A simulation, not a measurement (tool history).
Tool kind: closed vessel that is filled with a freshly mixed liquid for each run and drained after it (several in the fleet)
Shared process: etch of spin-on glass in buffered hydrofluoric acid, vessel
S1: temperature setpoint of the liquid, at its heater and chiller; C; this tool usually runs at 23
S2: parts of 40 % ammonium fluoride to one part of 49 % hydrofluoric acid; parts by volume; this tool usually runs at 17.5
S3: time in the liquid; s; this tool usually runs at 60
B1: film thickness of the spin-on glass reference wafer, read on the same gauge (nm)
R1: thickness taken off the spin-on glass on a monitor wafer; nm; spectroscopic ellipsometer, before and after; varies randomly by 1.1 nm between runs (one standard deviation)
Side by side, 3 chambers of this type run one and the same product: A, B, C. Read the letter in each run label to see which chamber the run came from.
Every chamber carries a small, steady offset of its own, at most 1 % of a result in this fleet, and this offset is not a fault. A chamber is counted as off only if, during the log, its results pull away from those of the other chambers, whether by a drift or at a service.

run 1C hour=3.9 | S1=23 S2=17.5 S3=60 | B1=89.999 | R1=130.75
run 2A hour=10.1 | S1=23 S2=17.5 S3=60 | B1=90.008 | R1=128.59
run 3B hour=18.8 | S1=23 S2=17.5 S3=60 | B1=89.977 | R1=129.04
run 4A hour=25.3 | S1=23 S2=17.5 S3=60 | B1=89.989 | R1=129.66
run 5C hour=30.9 | S1=23 S2=17.5 S3=60 | B1=90.008 | R1=130.25
run 6B hour=37.4 | S1=23 S2=17.5 S3=60 | B1=89.999 | R1=128.41
run 7A hour=45.9 | S1=23 S2=17.5 S3=60 | B1=90.005 | R1=130.13
run 8C hour=50.7 | S1=23 S2=17.5 S3=60 | B1=90.006 | R1=130.98
run 9B hour=58.6 | S1=20 S2=17.5 S3=30 | B1=89.996 | R1=54.458
run 10B hour=66.4 | S1=20 S2=17.5 S3=30 | B1=90.009 | R1=53.063
run 11A hour=71.1 | S1=20 S2=17.5 S3=30 | B1=90.01 | R1=54.341
run 12C hour=78.7 | S1=23 S2=17.5 S3=60 | B1=90 | R1=130.11
run 13A hour=85.2 | S1=19.5 S2=17.5 S3=85 | B1=90.012 | R1=150.17
run 14C hour=92.5 | S1=19.5 S2=17.5 S3=85 | B1=90.014 | R1=152.04
run 15B hour=99.2 | S1=19.5 S2=17.5 S3=85 | B1=89.99 | R1=145.37
run 16A hour=103.3 | S1=23 S2=17.5 S3=60 | B1=90.023 | R1=129.49
run 17B hour=111.6 | S1=23 S2=17.5 S3=60 | B1=90.007 | R1=123.7
run 18C hour=120 | S1=23 S2=17.5 S3=60 | B1=90.01 | R1=130.18
run 19A hour=128.2 | S1=23 S2=17.5 S3=60 | B1=90 | R1=130.55
run 20C hour=133.9 | S1=23 S2=21 S3=95 | B1=90.009 | R1=175.01
run 21B hour=142.6 | S1=23 S2=21 S3=95 | B1=89.979 | R1=169.99
run 22A hour=148.9 | S1=23 S2=21 S3=95 | B1=90.004 | R1=174
run 23C hour=156.4 | S1=23 S2=17.5 S3=60 | B1=89.998 | R1=130.89
run 24B hour=162.3 | S1=23 S2=17.5 S3=60 | B1=89.991 | R1=122.37
run 25A hour=167.8 | S1=23 S2=17.5 S3=60 | B1=89.995 | R1=130.52
run 26B hour=173.8 | S1=23 S2=17.5 S3=60 | B1=90.009 | R1=123.53
run 27C hour=179.6 | S1=23 S2=17.5 S3=60 | B1=90.008 | R1=130.89
-- hour=181.7 chamber C: hydrofluoric acid flow meter replaced
run 28C hour=186.9 | S1=23 S2=17.5 S3=60 | B1=90.011 | R1=128.9
run 29B hour=190.9 | S1=23 S2=24 S3=60 | B1=89.998 | R1=96.144
run 30A hour=196.2 | S1=23 S2=24 S3=60 | B1=89.987 | R1=100.92
run 31C hour=205 | S1=23 S2=24 S3=60 | B1=89.983 | R1=100.18
run 32A hour=209.3 | S1=23 S2=17.5 S3=60 | B1=90.014 | R1=130.14
run 33B hour=213.3 | S1=23 S2=17.5 S3=60 | B1=90.003 | R1=123.29
run 34B hour=220.6 | S1=23 S2=17.5 S3=90 | B1=90.011 | R1=185.5

For the next run the whole fleet of 3 chambers uses the same settings. Give each chamber's results:
run 35A hour=226.9 | S1=23 S2=17.5 S3=70 | R1=?
run 35B hour=226.9 | S1=23 S2=17.5 S3=70 | R1=?
run 35C hour=226.9 | S1=23 S2=17.5 S3=70 | R1=?

run=35A R1=151.87
run=35B R1=142.89
run=35C R1=151.82
